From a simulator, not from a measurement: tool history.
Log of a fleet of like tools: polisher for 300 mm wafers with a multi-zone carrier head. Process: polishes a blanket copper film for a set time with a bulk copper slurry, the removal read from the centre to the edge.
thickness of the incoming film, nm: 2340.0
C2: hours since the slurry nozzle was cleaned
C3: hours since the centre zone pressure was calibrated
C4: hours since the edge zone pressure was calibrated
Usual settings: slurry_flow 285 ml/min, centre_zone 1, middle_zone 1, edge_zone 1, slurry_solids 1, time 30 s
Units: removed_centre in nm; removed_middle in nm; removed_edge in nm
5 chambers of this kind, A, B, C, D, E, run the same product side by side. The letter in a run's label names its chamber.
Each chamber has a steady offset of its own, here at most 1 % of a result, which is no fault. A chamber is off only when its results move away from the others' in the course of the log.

At hour 0.2: chamber C: worn pad replaced by a new one.
Run 1A, hour 4.9: usual settings; wafers polished on this pad 489; C2 208.8; C3 902.8; C4 961.2. Result: removed_centre 241.89 nm, removed_middle 238.98 nm, removed_edge 239.29 nm.
Run 2B, hour 9.5: usual settings; wafers polished on this pad 481; C2 47.2; C3 27.2; C4 472.8. Result: removed_centre 238.06 nm, removed_middle 237.9 nm, removed_edge 238.77 nm.
At hour 12.4: chamber A: worn pad replaced by a new one.
Run 3E, hour 15.5: usual settings; wafers polished on this pad 303; C2 41.1; C3 52.6; C4 22.9. Result: removed_centre 238.9 nm, removed_middle 239.85 nm, removed_edge 236.67 nm.
Run 4D, hour 21.8: usual settings; wafers polished on this pad 633; C2 167.5; C3 261.3; C4 406. Result: removed_centre 238.58 nm, removed_middle 240.93 nm, removed_edge 241.96 nm.
Run 5C, hour 27.5: usual settings; wafers polished on this pad 421; C2 351; C3 660.6; C4 291.8. Result: removed_centre 242.97 nm, removed_middle 237.3 nm, removed_edge 244.23 nm.
Run 6B, hour 31.4: usual settings; wafers polished on this pad 818; C2 69.1; C3 49.1; C4 494.7. Result: removed_centre 236.86 nm, removed_middle 238.73 nm, removed_edge 242.65 nm.
At hour 33.4: chamber E: worn pad replaced by a new one.
Run 7A, hour 34.2: usual settings but slurry_solids 1.1; wafers polished on this pad 336; C2 238.1; C3 932.1; C4 990.5. Result: removed_centre 243.41 nm, removed_middle 243.09 nm, removed_edge 244.34 nm.
Run 8D, hour 40.4: usual settings but slurry_solids 1.1; wafers polished on this pad 920; C2 186.1; C3 279.9; C4 424.6. Result: removed_centre 243.08 nm, removed_middle 244.07 nm, removed_edge 243.64 nm.
Run 9C, hour 43.1: usual settings but slurry_solids 1.1; wafers polished on this pad 662; C2 366.6; C3 676.2; C4 307.4. Result: removed_centre 247.26 nm, removed_middle 245.05 nm, removed_edge 249.18 nm.
At hour 48: chamber C: worn pad replaced by a new one.
Run 10E, hour 48: usual settings but slurry_solids 1.1; wafers polished on this pad 225; C2 73.6; C3 85.1; C4 55.4. Result: removed_centre 245.51 nm, removed_middle 247.77 nm, removed_edge 251.9 nm.
At hour 49.3: chamber A: worn pad replaced by a new one.
Run 11C, hour 53.3: usual settings but slurry_solids 1.1; wafers polished on this pad 82; C2 376.8; C3 686.4; C4 317.6. Result: removed_centre 244.91 nm, removed_middle 245.93 nm, removed_edge 242.24 nm.
Run 12D, hour 56.9: usual settings; wafers polished on this pad 1174; C2 202.6; C3 296.4; C4 441.1. Result: removed_centre 240.94 nm, removed_middle 236.16 nm, removed_edge 245.93 nm.
At hour 60.4: chamber A: edge zone pressure recalibrated.
At hour 61.3: chamber B: worn pad replaced by a new one.
At hour 61.8: chamber D: worn pad replaced by a new one.
Run 13B, hour 63: usual settings; wafers polished on this pad 27; C2 100.7; C3 80.7; C4 526.3. Result: removed_centre 239.68 nm, removed_middle 239.55 nm, removed_edge 241.81 nm.
Run 14E, hour 68.2: usual settings; wafers polished on this pad 537; C2 93.8; C3 105.3; C4 75.6. Result: removed_centre 240.36 nm, removed_middle 241.15 nm, removed_edge 242.55 nm.
At hour 71.6: chamber D: edge zone pressure recalibrated.
Run 15A, hour 73.7: usual settings; wafers polished on this pad 377; C2 277.6; C3 971.6; C4 13.4. Result: removed_centre 237.24 nm, removed_middle 242.2 nm, removed_edge 237.72 nm.
At hour 73.8: chamber E: worn pad replaced by a new one.
Run 16D, hour 78.2: usual settings; wafers polished on this pad 253; C2 223.9; C3 317.7; C4 6.6. Result: removed_centre 237.61 nm, removed_middle 237.3 nm, removed_edge 242.91 nm.
Run 17C, hour 81.9: usual settings; wafers polished on this pad 523; C2 405.4; C3 715; C4 346.2. Result: removed_centre 239.26 nm, removed_middle 245.31 nm, removed_edge 240.29 nm.
Run 18E, hour 86.2: usual settings; wafers polished on this pad 191; C2 111.8; C3 123.3; C4 93.6. Result: removed_centre 240.11 nm, removed_middle 239.01 nm, removed_edge 242.95 nm.
At hour 89.5: chamber A: worn pad replaced by a new one.
Run 19A, hour 90.8: usual settings; wafers polished on this pad 21; C2 294.7; C3 988.7; C4 30.5. Result: removed_centre 241.13 nm, removed_middle 240.74 nm, removed_edge 240.55 nm.
Run 20B, hour 96.5: usual settings; wafers polished on this pad 543; C2 134.2; C3 114.2; C4 559.8. Result: removed_centre 240.53 nm, removed_middle 239.45 nm, removed_edge 240.6 nm.
At hour 99.7: chamber C: slurry nozzle cleaned.
Run 21A, hour 101: usual settings; wafers polished on this pad 178; C2 304.9; C3 998.9; C4 40.7. Result: removed_centre 241.06 nm, removed_middle 245.15 nm, removed_edge 241.33 nm.
Run 22C, hour 106.8: usual settings; wafers polished on this pad 907; C2 7.2; C3 739.9; C4 371.1. Result: removed_centre 241.52 nm, removed_middle 242.58 nm, removed_edge 238.41 nm.
At hour 107: chamber C: worn pad replaced by a new one.
Run 23E, hour 109.9: usual settings; wafers polished on this pad 557; C2 135.5; C3 147; C4 117.3. Result: removed_centre 239.21 nm, removed_middle 242.27 nm, removed_edge 245.25 nm.
At hour 113.3: chamber E: worn pad replaced by a new one.
Run 24B, hour 114.9: usual settings; wafers polished on this pad 826; C2 152.6; C3 132.6; C4 578.2. Result: removed_centre 240.79 nm, removed_middle 239.05 nm, removed_edge 240.46 nm.
Run 25D, hour 118.1: usual settings but middle_zone 1.06, edge_zone 0.88; wafers polished on this pad 868; C2 263.8; C3 357.6; C4 46.5. Result: removed_centre 240 nm, removed_middle 250.7 nm, removed_edge 227.49 nm.
Run 26A, hour 124.4: usual settings but middle_zone 1.06, edge_zone 0.88; wafers polished on this pad 539; C2 328.3; C3 1022.3; C4 64.1. Result: removed_centre 241.53 nm, removed_middle 255.37 nm, removed_edge 225.74 nm.
Run 27D, hour 127.2: usual settings but middle_zone 1.06, edge_zone 0.88; wafers polished on this pad 1008; C2 272.9; C3 366.7; C4 55.6. Result: removed_centre 240.39 nm, removed_middle 249.66 nm, removed_edge 222.12 nm.
Run 28C, hour 131.3: usual settings but middle_zone 1.06, edge_zone 0.88; wafers polished on this pad 375; C2 31.7; C3 764.4; C4 395.6. Result: removed_centre 243.01 nm, removed_middle 254.8 nm, removed_edge 226.98 nm.
Run 29E, hour 136.8: usual settings but middle_zone 1.06, edge_zone 0.88; wafers polished on this pad 362; C2 162.4; C3 173.9; C4 144.2. Result: removed_centre 240.35 nm, removed_middle 254.21 nm, removed_edge 226.87 nm.
Run 30B, hour 143.1: usual settings; wafers polished on this pad 1261; C2 180.8; C3 160.8; C4 606.4. Result: removed_centre 239.75 nm, removed_middle 240.23 nm, removed_edge 244.11 nm.
Run 31C, hour 149: usual settings; wafers polished on this pad 647; C2 49.4; C3 782.1; C4 413.3. Result: removed_centre 244.57 nm, removed_middle 239.88 nm, removed_edge 240.42 nm.
At hour 152: chamber E: worn pad replaced by a new one.
Run 32D, hour 153.9: usual settings; wafers polished on this pad 1419; C2 299.6; C3 393.4; C4 82.3. Result: removed_centre 241.22 nm, removed_middle 237.96 nm, removed_edge 242.88 nm.
Run 33E, hour 158.8: usual settings but middle_zone 1.1, slurry_solids 1.15; wafers polished on this pad 105; C2 184.4; C3 195.9; C4 166.2. Result: removed_centre 246.37 nm, removed_middle 273.27 nm, removed_edge 250.81 nm.
Run 34B, hour 164.3: usual settings but middle_zone 1.1, slurry_solids 1.15; wafers polished on this pad 1588; C2 202; C3 182; C4 627.6. Result: removed_centre 245.56 nm, removed_middle 269.51 nm, removed_edge 243.08 nm.

Is one chamber off against the others, does the gauge drift, or is nothing wrong? If a chamber is off, say which, and what the likeliest cause is.

No chamber stands off beyond its own small offset, and the gauge holds steady.

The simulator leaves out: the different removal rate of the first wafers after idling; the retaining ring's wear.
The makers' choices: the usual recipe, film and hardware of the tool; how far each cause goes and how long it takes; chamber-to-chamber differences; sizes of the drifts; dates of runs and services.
